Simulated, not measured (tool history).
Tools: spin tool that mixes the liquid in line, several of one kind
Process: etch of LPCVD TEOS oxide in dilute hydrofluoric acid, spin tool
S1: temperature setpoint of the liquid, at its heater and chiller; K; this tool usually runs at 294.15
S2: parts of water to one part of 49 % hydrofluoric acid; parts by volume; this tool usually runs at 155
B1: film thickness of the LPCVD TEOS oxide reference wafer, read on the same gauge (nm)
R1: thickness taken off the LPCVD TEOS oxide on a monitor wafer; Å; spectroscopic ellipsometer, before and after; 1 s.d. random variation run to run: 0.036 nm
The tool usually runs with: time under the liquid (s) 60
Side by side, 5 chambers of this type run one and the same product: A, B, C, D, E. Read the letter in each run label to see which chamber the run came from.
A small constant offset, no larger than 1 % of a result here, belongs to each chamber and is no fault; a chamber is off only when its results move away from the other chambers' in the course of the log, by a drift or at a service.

run 1E day=0.25 | S1=294.15 S2=155 time_under_the_liquid_(s)=60 | B1=59.984 | R1=56.842
run 2C day=0.383 | S1=294.15 S2=155 time_under_the_liquid_(s)=60 | B1=59.993 | R1=56.844
run 3B day=0.533 | S1=294.15 S2=155 time_under_the_liquid_(s)=60 | B1=60.013 | R1=56.757
run 4A day=0.658 | S1=294.15 S2=155 time_under_the_liquid_(s)=60 | B1=60.006 | R1=57.392
run 5D day=0.846 | S1=294.15 S2=155 time_under_the_liquid_(s)=60 | B1=59.97 | R1=56.854
run 6C day=1.05 | S1=294.15 S2=155 time_under_the_liquid_(s)=50 | B1=59.989 | R1=47.273
run 7E day=1.242 | S1=294.15 S2=155 time_under_the_liquid_(s)=50 | B1=59.993 | R1=47.993
run 8A day=1.467 | S1=294.15 S2=155 time_under_the_liquid_(s)=50 | B1=59.97 | R1=47.9
run 9D day=1.671 | S1=294.15 S2=155 time_under_the_liquid_(s)=50 | B1=60.005 | R1=48.063
run 10B day=1.904 | S1=294.15 S2=155 time_under_the_liquid_(s)=50 | B1=59.981 | R1=47.056
run 11C day=2.117 | S1=294.15 S2=155 time_under_the_liquid_(s)=60 | B1=60.007 | R1=56.135
run 12A day=2.296 | S1=294.15 S2=155 time_under_the_liquid_(s)=60 | B1=59.992 | R1=57.09
run 13D day=2.488 | S1=294.15 S2=155 time_under_the_liquid_(s)=60 | B1=60.032 | R1=57.364
run 14E day=2.65 | S1=294.15 S2=155 time_under_the_liquid_(s)=30 | B1=60.003 | R1=28.346
run 15B day=2.842 | S1=294.15 S2=155 time_under_the_liquid_(s)=30 | B1=60.011 | R1=28.38
run 16B day=3 | S1=294.15 S2=155 time_under_the_liquid_(s)=30 | B1=60.004 | R1=28.481
run 17E day=3.238 | S1=294.15 S2=155 time_under_the_liquid_(s)=30 | B1=59.981 | R1=28.798
run 18A day=3.45 | S1=294.15 S2=155 time_under_the_liquid_(s)=30 | B1=59.988 | R1=28.856
run 19D day=3.567 | S1=294.15 S2=155 time_under_the_liquid_(s)=60 | B1=60.028 | R1=57.104
run 20C day=3.796 | S1=294.15 S2=155 time_under_the_liquid_(s)=60 | B1=59.974 | R1=56.751
run 21A day=3.921 | S1=291.15 S2=155 time_under_the_liquid_(s)=45 | B1=60.012 | R1=37.862
run 22B day=4.146 | S1=291.15 S2=155 time_under_the_liquid_(s)=45 | B1=59.978 | R1=37.828
run 23D day=4.296 | S1=291.15 S2=155 time_under_the_liquid_(s)=45 | B1=59.984 | R1=38.075
run 24E day=4.421 | S1=291.15 S2=155 time_under_the_liquid_(s)=45 | B1=60.007 | R1=38.824
run 25C day=4.588 | S1=291.15 S2=155 time_under_the_liquid_(s)=45 | B1=60.004 | R1=37.623
run 26D day=4.804 | S1=294.15 S2=155 time_under_the_liquid_(s)=60 | B1=60 | R1=56.665
run 27B day=4.971 | S1=294.15 S2=155 time_under_the_liquid_(s)=60 | B1=60.015 | R1=57.186
run 28C day=5.096 | S1=294.15 S2=155 time_under_the_liquid_(s)=60 | B1=60.025 | R1=56.106
-- day=5.108 chamber D: hydrofluoric acid flow meter replaced
-- day=5.242 chamber C: hydrofluoric acid flow meter replaced
run 29A day=5.317 | S1=294.15 S2=155 time_under_the_liquid_(s)=60 | B1=59.949 | R1=57.435
run 30E day=5.55 | S1=294.15 S2=155 time_under_the_liquid_(s)=60 | B1=60.014 | R1=59.396
run 31C day=5.775 | S1=294.15 S2=130 time_under_the_liquid_(s)=60 | B1=60.019 | R1=68.145
run 32A day=5.908 | S1=294.15 S2=130 time_under_the_liquid_(s)=60 | B1=59.989 | R1=70.213
run 33D day=6.025 | S1=294.15 S2=130 time_under_the_liquid_(s)=60 | B1=59.975 | R1=69.9
run 34E day=6.188 | S1=294.15 S2=130 time_under_the_liquid_(s)=60 | B1=59.95 | R1=73.708
run 35B day=6.304 | S1=294.15 S2=130 time_under_the_liquid_(s)=60 | B1=60.009 | R1=70.154
run 36C day=6.429 | S1=294.15 S2=155 time_under_the_liquid_(s)=60 | B1=60 | R1=56.395
run 37E day=6.579 | S1=294.15 S2=155 time_under_the_liquid_(s)=60 | B1=59.966 | R1=60.293
run 38D day=6.75 | S1=294.15 S2=155 time_under_the_liquid_(s)=60 | B1=60.006 | R1=57.056
run 39A day=6.992 | S1=294.15 S2=155 time_under_the_liquid_(s)=60 | B1=59.978 | R1=57.249
run 40B day=7.146 | S1=294.15 S2=155 time_under_the_liquid_(s)=60 | B1=60.025 | R1=56.954

Predict what each chamber gives when all 5 of them run the settings below next.
run 41A day=7.329 | S1=290.15 S2=155 time_under_the_liquid_(s)=60 | R1=?
run 41B day=7.329 | S1=290.15 S2=155 time_under_the_liquid_(s)=60 | R1=?
run 41C day=7.329 | S1=290.15 S2=155 time_under_the_liquid_(s)=60 | R1=?
run 41D day=7.329 | S1=290.15 S2=155 time_under_the_liquid_(s)=60 | R1=?
run 41E day=7.329 | S1=290.15 S2=155 time_under_the_liquid_(s)=60 | R1=?

run=41A R1=49.066
run=41B R1=48.474
run=41C R1=47.957
run=41D R1=48.275
run=41E R1=51.974

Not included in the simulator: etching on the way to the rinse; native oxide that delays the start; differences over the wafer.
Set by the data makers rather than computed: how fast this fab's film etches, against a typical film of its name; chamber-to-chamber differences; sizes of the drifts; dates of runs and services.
